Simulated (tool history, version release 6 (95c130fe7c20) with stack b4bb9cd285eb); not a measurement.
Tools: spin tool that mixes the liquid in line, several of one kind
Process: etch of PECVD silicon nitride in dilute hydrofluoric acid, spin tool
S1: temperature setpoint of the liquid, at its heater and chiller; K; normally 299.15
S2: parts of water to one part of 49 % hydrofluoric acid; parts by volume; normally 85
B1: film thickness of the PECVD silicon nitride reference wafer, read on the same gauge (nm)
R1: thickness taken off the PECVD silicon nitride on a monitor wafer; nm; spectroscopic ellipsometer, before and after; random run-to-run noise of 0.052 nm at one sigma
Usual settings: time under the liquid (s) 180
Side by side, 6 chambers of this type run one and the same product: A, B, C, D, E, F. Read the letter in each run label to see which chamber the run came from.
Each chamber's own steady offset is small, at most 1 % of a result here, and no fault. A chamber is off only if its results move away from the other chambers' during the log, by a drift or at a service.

{"run": "1B", "hour": 7.5, "S1": 299.15, "S2": 85, "time under the liquid (s)": 180, "B1": 60.012, "R1": 7.2433}
{"run": "2C", "hour": 22.1, "S1": 299.15, "S2": 85, "time under the liquid (s)": 180, "B1": 60.005, "R1": 7.0853}
{"run": "3A", "hour": 33.1, "S1": 299.15, "S2": 85, "time under the liquid (s)": 180, "B1": 60.015, "R1": 7.1166}
{"run": "4E", "hour": 49.0, "S1": 299.15, "S2": 85, "time under the liquid (s)": 180, "B1": 59.989, "R1": 7.2167}
{"run": "5D", "hour": 56.3, "S1": 299.15, "S2": 85, "time under the liquid (s)": 180, "B1": 60.013, "R1": 7.2512}
{"run": "6F", "hour": 70.9, "S1": 299.15, "S2": 85, "time under the liquid (s)": 180, "B1": 60.005, "R1": 7.1812}
{"run": "7D", "hour": 83.9, "S1": 299.15, "S2": 85, "time under the liquid (s)": 180, "B1": 59.996, "R1": 7.1823}
{"run": "8F", "hour": 97.1, "S1": 299.15, "S2": 85, "time under the liquid (s)": 180, "B1": 59.991, "R1": 7.1064}
{"run": "9B", "hour": 111.6, "S1": 299.15, "S2": 85, "time under the liquid (s)": 180, "B1": 60.01, "R1": 7.1479}
{"run": "10E", "hour": 122.7, "S1": 299.15, "S2": 85, "time under the liquid (s)": 180, "B1": 59.986, "R1": 7.2473}
{"run": "11C", "hour": 135.9, "S1": 299.15, "S2": 85, "time under the liquid (s)": 180, "B1": 60.013, "R1": 7.0478}
{"run": "12A", "hour": 150.8, "S1": 299.15, "S2": 85, "time under the liquid (s)": 180, "B1": 59.978, "R1": 7.1461}
{"run": "13C", "hour": 159.6, "S1": 299.15, "S2": 85, "time under the liquid (s)": 180, "B1": 59.976, "R1": 7.103}
{"run": "14A", "hour": 170.8, "S1": 299.15, "S2": 85, "time under the liquid (s)": 180, "B1": 60, "R1": 7.2657}
{"run": "15E", "hour": 178.1, "S1": 299.15, "S2": 85, "time under the liquid (s)": 245, "B1": 60.009, "R1": 9.7992}
{"run": "16B", "hour": 193.1, "S1": 299.15, "S2": 85, "time under the liquid (s)": 245, "B1": 59.995, "R1": 9.7353}
{"run": "17D", "hour": 207.6, "S1": 299.15, "S2": 85, "time under the liquid (s)": 245, "B1": 59.989, "R1": 9.8206}
{"run": "18F", "hour": 221.1, "S1": 299.15, "S2": 85, "time under the liquid (s)": 245, "B1": 59.998, "R1": 9.7554}
{"run": "19B", "hour": 229.3, "S1": 299.15, "S2": 85, "time under the liquid (s)": 245, "B1": 60.012, "R1": 9.821}
{"run": "20C", "hour": 236.3, "S1": 299.15, "S2": 85, "time under the liquid (s)": 245, "B1": 60.002, "R1": 9.7204}
{"run": "21A", "hour": 246.2, "S1": 299.15, "S2": 85, "time under the liquid (s)": 180, "B1": 59.995, "R1": 7.2347}
{"run": "22E", "hour": 261.1, "S1": 299.15, "S2": 85, "time under the liquid (s)": 180, "B1": 60.006, "R1": 6.9917}
{"run": "23D", "hour": 269.4, "S1": 299.15, "S2": 85, "time under the liquid (s)": 180, "B1": 60.002, "R1": 7.1289}
{"run": "24F", "hour": 281.5, "S1": 299.15, "S2": 85, "time under the liquid (s)": 180, "B1": 60.002, "R1": 7.099}
{"run": "25D", "hour": 289.0, "S1": 299.15, "S2": 85, "time under the liquid (s)": 180, "B1": 59.996, "R1": 7.1824}
{"run": "26C", "hour": 298.4, "S1": 299.15, "S2": 85, "time under the liquid (s)": 180, "B1": 60.005, "R1": 7.0742}
{"run": "27A", "hour": 306.6, "S1": 299.15, "S2": 85, "time under the liquid (s)": 230, "B1": 59.984, "R1": 9.0812}
{"run": "28E", "hour": 316.9, "S1": 299.15, "S2": 85, "time under the liquid (s)": 230, "B1": 60.016, "R1": 8.7802}
{"run": "29F", "hour": 327.8, "S1": 299.15, "S2": 85, "time under the liquid (s)": 230, "B1": 59.994, "R1": 9.1018}
{"run": "30B", "hour": 338.5, "S1": 299.15, "S2": 85, "time under the liquid (s)": 230, "B1": 59.994, "R1": 9.106}
{"run": "31B", "hour": 345.4, "S1": 299.15, "S2": 85, "time under the liquid (s)": 230, "B1": 59.995, "R1": 9.0846}
{"run": "32F", "hour": 358.7, "S1": 299.15, "S2": 85, "time under the liquid (s)": 230, "B1": 60.011, "R1": 9.1882}
{"run": "33E", "hour": 371.0, "S1": 299.15, "S2": 85, "time under the liquid (s)": 180, "B1": 59.994, "R1": 6.7024}
{"run": "34D", "hour": 386.1, "S1": 299.15, "S2": 85, "time under the liquid (s)": 180, "B1": 59.999, "R1": 7.1876}
{"run": "35A", "hour": 399.5, "S1": 299.15, "S2": 85, "time under the liquid (s)": 180, "B1": 59.986, "R1": 7.1713}
{"run": "36C", "hour": 410.9, "S1": 299.15, "S2": 100, "time under the liquid (s)": 180, "B1": 60.024, "R1": 6.0713}
{"hour": 420.2, "done": "chamber C: hydrofluoric acid flow meter replaced"}
{"run": "37A", "hour": 424.5, "S1": 299.15, "S2": 100, "time under the liquid (s)": 180, "B1": 60.009, "R1": 6.0814}
{"run": "38D", "hour": 434.5, "S1": 299.15, "S2": 100, "time under the liquid (s)": 180, "B1": 59.992, "R1": 6.1271}
{"run": "39B", "hour": 444.6, "S1": 299.15, "S2": 100, "time under the liquid (s)": 180, "B1": 60.012, "R1": 6.0826}
{"run": "40C", "hour": 453.7, "S1": 299.15, "S2": 100, "time under the liquid (s)": 180, "B1": 59.999, "R1": 6.1336}
{"run": "41E", "hour": 460.9, "S1": 299.15, "S2": 100, "time under the liquid (s)": 180, "B1": 59.987, "R1": 5.7653}
{"run": "42F", "hour": 474.2, "S1": 299.15, "S2": 85, "time under the liquid (s)": 180, "B1": 60.007, "R1": 7.2605}
{"run": "43E", "hour": 487.9, "S1": 299.15, "S2": 85, "time under the liquid (s)": 180, "B1": 59.989, "R1": 6.6916}
{"run": "44B", "hour": 494.8, "S1": 299.15, "S2": 85, "time under the liquid (s)": 180, "B1": 60.017, "R1": 7.1486}

Which is it: a chamber that has drifted or been left off by a service, a gauge drift common to all chambers, or only each chamber's usual small offset? If a chamber is off, name it and its likeliest cause.

It is chamber E that slowly wanders off from its peers.
What lies behind it: liquid colder than its thermometer reads (K) = 1.33.
The log might look much the same if the cause were instead: hydrofluoric acid flow below the setpoint (%).

Which of the 4 candidates below, each the usual settings with something changed and its results left as question marks, puts chamber E back in line with what the other chambers give on the usual settings?
To be in line, a result may differ from the other chambers' mean on the usual settings by at most: R1 0.18 nm
{"run": "45E-1", "hour": 506.2, "S1": 299.65, "S2": 80, "time under the liquid (s)": 190, "R1": "?"}
{"run": "45E-2", "hour": 506.2, "S1": 298.65, "S2": 85, "time under the liquid (s)": 170, "R1": "?"}
{"run": "45E-3", "hour": 506.2, "S1": 299.65, "S2": 85, "time under the liquid (s)": 190, "R1": "?"}
{"run": "45E-4", "hour": 506.2, "S1": 298.65, "S2": 90, "time under the liquid (s)": 170, "R1": "?"}

What the other chambers average on the usual settings: R1 7.1662 nm
run=45E-1 R1=7.6214
run=45E-2 R1=6.0154
run=45E-3 R1=7.1817
run=45E-4 R1=5.6881
Change 45E-3 lands the chamber within the allowed miss of the other chambers.

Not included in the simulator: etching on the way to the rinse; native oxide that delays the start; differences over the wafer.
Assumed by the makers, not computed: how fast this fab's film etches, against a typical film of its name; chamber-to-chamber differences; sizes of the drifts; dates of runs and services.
